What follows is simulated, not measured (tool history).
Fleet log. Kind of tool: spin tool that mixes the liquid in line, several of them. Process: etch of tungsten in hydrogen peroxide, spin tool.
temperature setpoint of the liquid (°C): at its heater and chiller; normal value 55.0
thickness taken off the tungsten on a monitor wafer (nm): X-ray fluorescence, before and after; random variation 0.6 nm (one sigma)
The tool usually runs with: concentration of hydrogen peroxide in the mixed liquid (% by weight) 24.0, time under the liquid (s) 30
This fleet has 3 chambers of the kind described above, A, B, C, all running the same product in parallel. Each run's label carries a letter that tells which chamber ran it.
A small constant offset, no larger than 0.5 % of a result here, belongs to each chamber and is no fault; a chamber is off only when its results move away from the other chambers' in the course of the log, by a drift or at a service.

| run | hour | temperature setpoint of the liquid (°C) | concentration of hydrogen peroxide in the mixed liquid (% by weight) | time under the liquid (s) | read-back film thickness of the tungsten reference wafer, read on the same gauge (nm) | thickness taken off the tungsten on a monitor wafer (nm) |
|---|---|---|---|---|---|---|
|  | 0.5 | chamber C: heated supply line repaired |
| 1B | 7.3 | 55.0 | 24.0 | 30 | 139.93 | 61.680 |
| 2A | 13.5 | 55.0 | 24.0 | 30 | 140.02 | 62.612 |
| 3C | 21.3 | 55.0 | 24.0 | 30 | 140.02 | 62.438 |
| 4C | 26.0 | 55.0 | 24.0 | 30 | 140.00 | 62.790 |
| 5A | 29.9 | 55.0 | 24.0 | 30 | 140.00 | 62.802 |
|  | 33.1 | chamber A: new drum of peroxide connected |
| 6B | 37.5 | 55.0 | 24.0 | 30 | 140.00 | 62.714 |
| 7B | 45.0 | 55.0 | 24.0 | 30 | 140.04 | 62.357 |
|  | 51.0 | chamber B: thermometer replaced |
| 8C | 51.6 | 55.0 | 24.0 | 30 | 139.99 | 62.955 |
| 9A | 56.7 | 55.0 | 24.0 | 30 | 140.04 | 62.466 |
| 10A | 60.4 | 55.0 | 24.0 | 30 | 139.98 | 61.445 |
| 11C | 64.2 | 55.0 | 24.0 | 30 | 139.97 | 62.310 |
| 12B | 68.7 | 55.0 | 24.0 | 30 | 140.01 | 62.328 |
| 13B | 74.1 | 55.0 | 24.0 | 30 | 139.96 | 62.551 |
| 14C | 79.1 | 55.0 | 24.0 | 30 | 140.02 | 62.450 |
| 15A | 85.6 | 55.0 | 24.0 | 30 | 140.02 | 61.413 |
| 16B | 90.7 | 55.0 | 24.0 | 30 | 140.00 | 61.366 |
| 17C | 94.6 | 55.0 | 24.0 | 30 | 139.99 | 61.614 |
| 18A | 102.5 | 55.0 | 24.0 | 30 | 140.00 | 62.925 |
| 19A | 110.3 | 55.0 | 24.0 | 30 | 140.08 | 62.830 |
| 20C | 116.4 | 55.0 | 28.5 | 35 | 140.01 | 79.833 |
| 21B | 120.2 | 55.0 | 28.5 | 35 | 139.96 | 78.535 |
| 22C | 124.0 | 55.0 | 28.5 | 35 | 140.03 | 79.724 |
| 23A | 129.4 | 55.0 | 24.0 | 30 | 139.97 | 62.918 |
|  | 133.2 | chamber C: peroxide flow meter replaced |
| 24B | 136.5 | 55.0 | 24.0 | 30 | 140.02 | 61.925 |
| 25C | 142.0 | 55.0 | 24.0 | 30 | 139.99 | 63.360 |
| 26B | 149.8 | 51.5 | 26.5 | 30 | 140.01 | 52.492 |
| 27A | 156.0 | 51.5 | 26.5 | 30 | 140.02 | 53.243 |
| 28C | 160.7 | 51.5 | 26.5 | 30 | 140.01 | 53.173 |
| 29A | 165.8 | 55.0 | 24.0 | 30 | 139.99 | 62.085 |
| 30B | 169.4 | 55.0 | 24.0 | 30 | 139.97 | 62.330 |

Next, all 3 chambers run the settings below, one line each with question marks for the results. What does each chamber give?
| 31A | 175.1 | 55.0 | 24.0 | 30 |  | ? |
| 31B | 175.1 | 55.0 | 24.0 | 30 |  | ? |
| 31C | 175.1 | 55.0 | 24.0 | 30 |  | ? |

| run | thickness taken off the tungsten on a monitor wafer (nm) |
|---|---|
| 31A | 62.386 |
| 31B | 61.601 |
| 31C | 61.162 |
